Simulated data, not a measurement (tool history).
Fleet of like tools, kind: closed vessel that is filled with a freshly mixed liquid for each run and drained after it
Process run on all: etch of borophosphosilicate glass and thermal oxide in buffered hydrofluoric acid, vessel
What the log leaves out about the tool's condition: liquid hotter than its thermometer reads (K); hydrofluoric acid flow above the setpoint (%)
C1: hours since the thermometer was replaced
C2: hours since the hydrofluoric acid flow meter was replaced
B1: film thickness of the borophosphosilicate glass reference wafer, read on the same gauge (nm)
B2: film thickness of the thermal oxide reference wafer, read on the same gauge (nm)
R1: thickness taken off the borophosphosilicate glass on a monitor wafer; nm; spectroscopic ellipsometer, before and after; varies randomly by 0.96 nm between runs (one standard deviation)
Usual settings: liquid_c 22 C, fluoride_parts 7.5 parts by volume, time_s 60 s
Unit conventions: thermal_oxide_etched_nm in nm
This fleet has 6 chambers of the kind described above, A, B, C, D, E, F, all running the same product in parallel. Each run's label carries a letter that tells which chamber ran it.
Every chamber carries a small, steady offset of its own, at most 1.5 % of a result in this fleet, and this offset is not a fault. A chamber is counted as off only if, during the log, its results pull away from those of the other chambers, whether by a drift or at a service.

run 1B hour=14.8 | liquid_c=22 fluoride_parts=7.5 time_s=60 | C1=1731.2 C2=337.7 | B1=129.99 B2=110.02 | R1=112.280 thermal_oxide_etched_nm=78.159
-- hour=20.1 chamber A: thermometer replaced
run 2E hour=27.7 | liquid_c=22 fluoride_parts=7.5 time_s=60 | C1=1604.9 C2=497.3 | B1=130.02 B2=109.99 | R1=113.740 thermal_oxide_etched_nm=78.705
run 3F hour=39.6 | liquid_c=22 fluoride_parts=7.5 time_s=60 | C1=767.7 C2=1848.5 | B1=130.00 B2=110.03 | R1=112.290 thermal_oxide_etched_nm=79.246
run 4C hour=55.3 | liquid_c=22 fluoride_parts=7.5 time_s=60 | C1=1706.3 C2=75.6 | B1=129.98 B2=109.99 | R1=109.670 thermal_oxide_etched_nm=78.533
run 5A hour=63.5 | liquid_c=22 fluoride_parts=7.5 time_s=60 | C1=43.5 C2=1892.3 | B1=129.97 B2=110.02 | R1=111.160 thermal_oxide_etched_nm=77.935
run 6D hour=74.9 | liquid_c=22 fluoride_parts=7.5 time_s=50 | C1=191.7 C2=580.6 | B1=129.99 B2=110.01 | R1=93.221 thermal_oxide_etched_nm=64.972
run 7A hour=85.4 | liquid_c=22 fluoride_parts=7.5 time_s=50 | C1=65.4 C2=1914.2 | B1=130.01 B2=110.00 | R1=95.010 thermal_oxide_etched_nm=64.194
run 8B hour=98.9 | liquid_c=22 fluoride_parts=7.5 time_s=50 | C1=1815.3 C2=421.8 | B1=130.00 B2=109.97 | R1=92.730 thermal_oxide_etched_nm=64.346
-- hour=99.2 chamber F: hydrofluoric acid flow meter replaced
run 9C hour=110.8 | liquid_c=22 fluoride_parts=7.5 time_s=50 | C1=1761.8 C2=131.1 | B1=130.00 B2=109.97 | R1=92.618 thermal_oxide_etched_nm=64.489
run 10D hour=123.0 | liquid_c=22 fluoride_parts=7.5 time_s=50 | C1=239.8 C2=628.7 | B1=129.99 B2=109.99 | R1=92.568 thermal_oxide_etched_nm=65.879
run 11F hour=134.7 | liquid_c=22 fluoride_parts=7.5 time_s=50 | C1=862.8 C2=35.6 | B1=130.02 B2=109.98 | R1=94.316 thermal_oxide_etched_nm=65.589
run 12E hour=150.9 | liquid_c=22 fluoride_parts=7.5 time_s=60 | C1=1728.1 C2=620.5 | B1=130.00 B2=110.03 | R1=113.800 thermal_oxide_etched_nm=78.387
run 13C hour=163.4 | liquid_c=22 fluoride_parts=7.5 time_s=60 | C1=1814.4 C2=183.7 | B1=130.00 B2=110.02 | R1=111.610 thermal_oxide_etched_nm=76.606
run 14D hour=176.1 | liquid_c=22 fluoride_parts=7.5 time_s=60 | C1=292.9 C2=681.8 | B1=129.99 B2=110.04 | R1=112.100 thermal_oxide_etched_nm=78.316
-- hour=182.0 chamber A: hydrofluoric acid flow meter replaced
run 15A hour=188.0 | liquid_c=22 fluoride_parts=7.5 time_s=60 | C1=168.0 C2=6.0 | B1=130.01 B2=110.01 | R1=113.120 thermal_oxide_etched_nm=77.798
run 16E hour=197.7 | liquid_c=22 fluoride_parts=7.5 time_s=60 | C1=1774.9 C2=667.3 | B1=129.99 B2=109.99 | R1=113.210 thermal_oxide_etched_nm=78.291
run 17B hour=212.8 | liquid_c=22 fluoride_parts=7.5 time_s=60 | C1=1929.2 C2=535.7 | B1=130.00 B2=110.01 | R1=113.420 thermal_oxide_etched_nm=77.755
run 18F hour=226.7 | liquid_c=22 fluoride_parts=7.5 time_s=60 | C1=954.8 C2=127.6 | B1=129.99 B2=109.99 | R1=113.350 thermal_oxide_etched_nm=78.415
run 19F hour=234.4 | liquid_c=20 fluoride_parts=5.0 time_s=60 | C1=962.5 C2=135.3 | B1=130.00 B2=110.05 | R1=144.310 thermal_oxide_etched_nm=101.080
run 20C hour=249.7 | liquid_c=20 fluoride_parts=5.0 time_s=60 | C1=1900.7 C2=270.0 | B1=130.02 B2=110.01 | R1=144.240 thermal_oxide_etched_nm=98.199
run 21D hour=265.0 | liquid_c=20 fluoride_parts=5.0 time_s=60 | C1=381.8 C2=770.7 | B1=129.99 B2=110.01 | R1=146.220 thermal_oxide_etched_nm=98.216
run 22B hour=278.1 | liquid_c=20 fluoride_parts=5.0 time_s=60 | C1=1994.5 C2=601.0 | B1=129.99 B2=110.02 | R1=147.300 thermal_oxide_etched_nm=98.723
run 23E hour=287.6 | liquid_c=20 fluoride_parts=5.0 time_s=60 | C1=1864.8 C2=757.2 | B1=130.02 B2=109.99 | R1=147.190 thermal_oxide_etched_nm=101.710
run 24A hour=297.0 | liquid_c=20 fluoride_parts=5.0 time_s=60 | C1=277.0 C2=115.0 | B1=130.01 B2=110.00 | R1=149.500 thermal_oxide_etched_nm=101.850
run 25F hour=305.4 | liquid_c=18 fluoride_parts=6.0 time_s=60 | C1=1033.5 C2=206.3 | B1=129.99 B2=109.95 | R1=110.650 thermal_oxide_etched_nm=77.723
run 26E hour=313.8 | liquid_c=18 fluoride_parts=6.0 time_s=60 | C1=1891.0 C2=783.4 | B1=129.99 B2=109.97 | R1=113.690 thermal_oxide_etched_nm=77.744
-- hour=317.2 chamber B: thermometer replaced
run 27C hour=328.4 | liquid_c=18 fluoride_parts=6.0 time_s=60 | C1=1979.4 C2=348.7 | B1=129.99 B2=110.03 | R1=109.090 thermal_oxide_etched_nm=74.989
run 28D hour=340.9 | liquid_c=18 fluoride_parts=6.0 time_s=60 | C1=457.7 C2=846.6 | B1=130.02 B2=109.96 | R1=109.430 thermal_oxide_etched_nm=75.953
-- hour=352.6 chamber E: hydrofluoric acid flow meter replaced
run 29B hour=355.1 | liquid_c=18 fluoride_parts=6.0 time_s=60 | C1=37.9 C2=678.0 | B1=129.99 B2=110.01 | R1=109.470 thermal_oxide_etched_nm=76.336
run 30A hour=368.2 | liquid_c=18 fluoride_parts=6.0 time_s=60 | C1=348.2 C2=186.2 | B1=130.01 B2=110.00 | R1=113.240 thermal_oxide_etched_nm=77.690
run 31F hour=379.1 | liquid_c=22 fluoride_parts=7.5 time_s=85 | C1=1107.2 C2=280.0 | B1=130.00 B2=110.02 | R1=159.600 thermal_oxide_etched_nm=109.920
run 32B hour=390.8 | liquid_c=22 fluoride_parts=7.5 time_s=85 | C1=73.6 C2=713.7 | B1=130.00 B2=109.99 | R1=156.850 thermal_oxide_etched_nm=109.190
run 33E hour=405.0 | liquid_c=22 fluoride_parts=7.5 time_s=85 | C1=1982.2 C2=52.5 | B1=129.98 B2=110.02 | R1=160.700 thermal_oxide_etched_nm=112.500
run 34D hour=416.7 | liquid_c=22 fluoride_parts=7.5 time_s=85 | C1=533.5 C2=922.4 | B1=129.98 B2=109.97 | R1=158.300 thermal_oxide_etched_nm=109.670
run 35A hour=424.2 | liquid_c=22 fluoride_parts=7.5 time_s=85 | C1=404.2 C2=242.2 | B1=129.99 B2=110.01 | R1=161.160 thermal_oxide_etched_nm=109.020
-- hour=431.3 chamber C: hydrofluoric acid flow meter replaced
run 36C hour=434.6 | liquid_c=22 fluoride_parts=7.5 time_s=85 | C1=2085.6 C2=3.3 | B1=129.98 B2=110.04 | R1=157.400 thermal_oxide_etched_nm=108.770
run 37A hour=442.7 | liquid_c=22 fluoride_parts=7.5 time_s=60 | C1=422.7 C2=260.7 | B1=129.99 B2=110.06 | R1=112.970 thermal_oxide_etched_nm=79.086
run 38C hour=453.0 | liquid_c=22 fluoride_parts=7.5 time_s=60 | C1=2104.0 C2=21.7 | B1=129.98 B2=110.00 | R1=109.830 thermal_oxide_etched_nm=78.678
run 39F hour=461.6 | liquid_c=22 fluoride_parts=7.5 time_s=60 | C1=1189.7 C2=362.5 | B1=129.99 B2=110.01 | R1=111.240 thermal_oxide_etched_nm=79.240
run 40E hour=472.0 | liquid_c=22 fluoride_parts=7.5 time_s=60 | C1=2049.2 C2=119.5 | B1=130.00 B2=109.95 | R1=112.240 thermal_oxide_etched_nm=77.226
run 41D hour=486.2 | liquid_c=22 fluoride_parts=7.5 time_s=60 | C1=603.0 C2=991.9 | B1=130.00 B2=109.95 | R1=111.250 thermal_oxide_etched_nm=78.153
run 42B hour=497.3 | liquid_c=22 fluoride_parts=7.5 time_s=60 | C1=180.1 C2=820.2 | B1=130.01 B2=109.99 | R1=112.260 thermal_oxide_etched_nm=77.811
run 43D hour=511.9 | liquid_c=22 fluoride_parts=7.5 time_s=60 | C1=628.7 C2=1017.6 | B1=129.98 B2=109.99 | R1=110.440 thermal_oxide_etched_nm=77.535

Next, all 6 chambers run the settings below, one line each with question marks for the results. What does each chamber give?
run 44A hour=523.5 | liquid_c=22 fluoride_parts=6.5 time_s=60 | R1=? thermal_oxide_etched_nm=?
run 44B hour=523.5 | liquid_c=22 fluoride_parts=6.5 time_s=60 | R1=? thermal_oxide_etched_nm=?
run 44C hour=523.5 | liquid_c=22 fluoride_parts=6.5 time_s=60 | R1=? thermal_oxide_etched_nm=?
run 44D hour=523.5 | liquid_c=22 fluoride_parts=6.5 time_s=60 | R1=? thermal_oxide_etched_nm=?
run 44E hour=523.5 | liquid_c=22 fluoride_parts=6.5 time_s=60 | R1=? thermal_oxide_etched_nm=?
run 44F hour=523.5 | liquid_c=22 fluoride_parts=6.5 time_s=60 | R1=? thermal_oxide_etched_nm=?

run=44A R1=130.030 thermal_oxide_etched_nm=90.334
run=44B R1=128.270 thermal_oxide_etched_nm=88.851
run=44C R1=127.290 thermal_oxide_etched_nm=88.720
run=44D R1=129.470 thermal_oxide_etched_nm=88.957
run=44E R1=130.980 thermal_oxide_etched_nm=90.336
run=44F R1=130.560 thermal_oxide_etched_nm=90.638
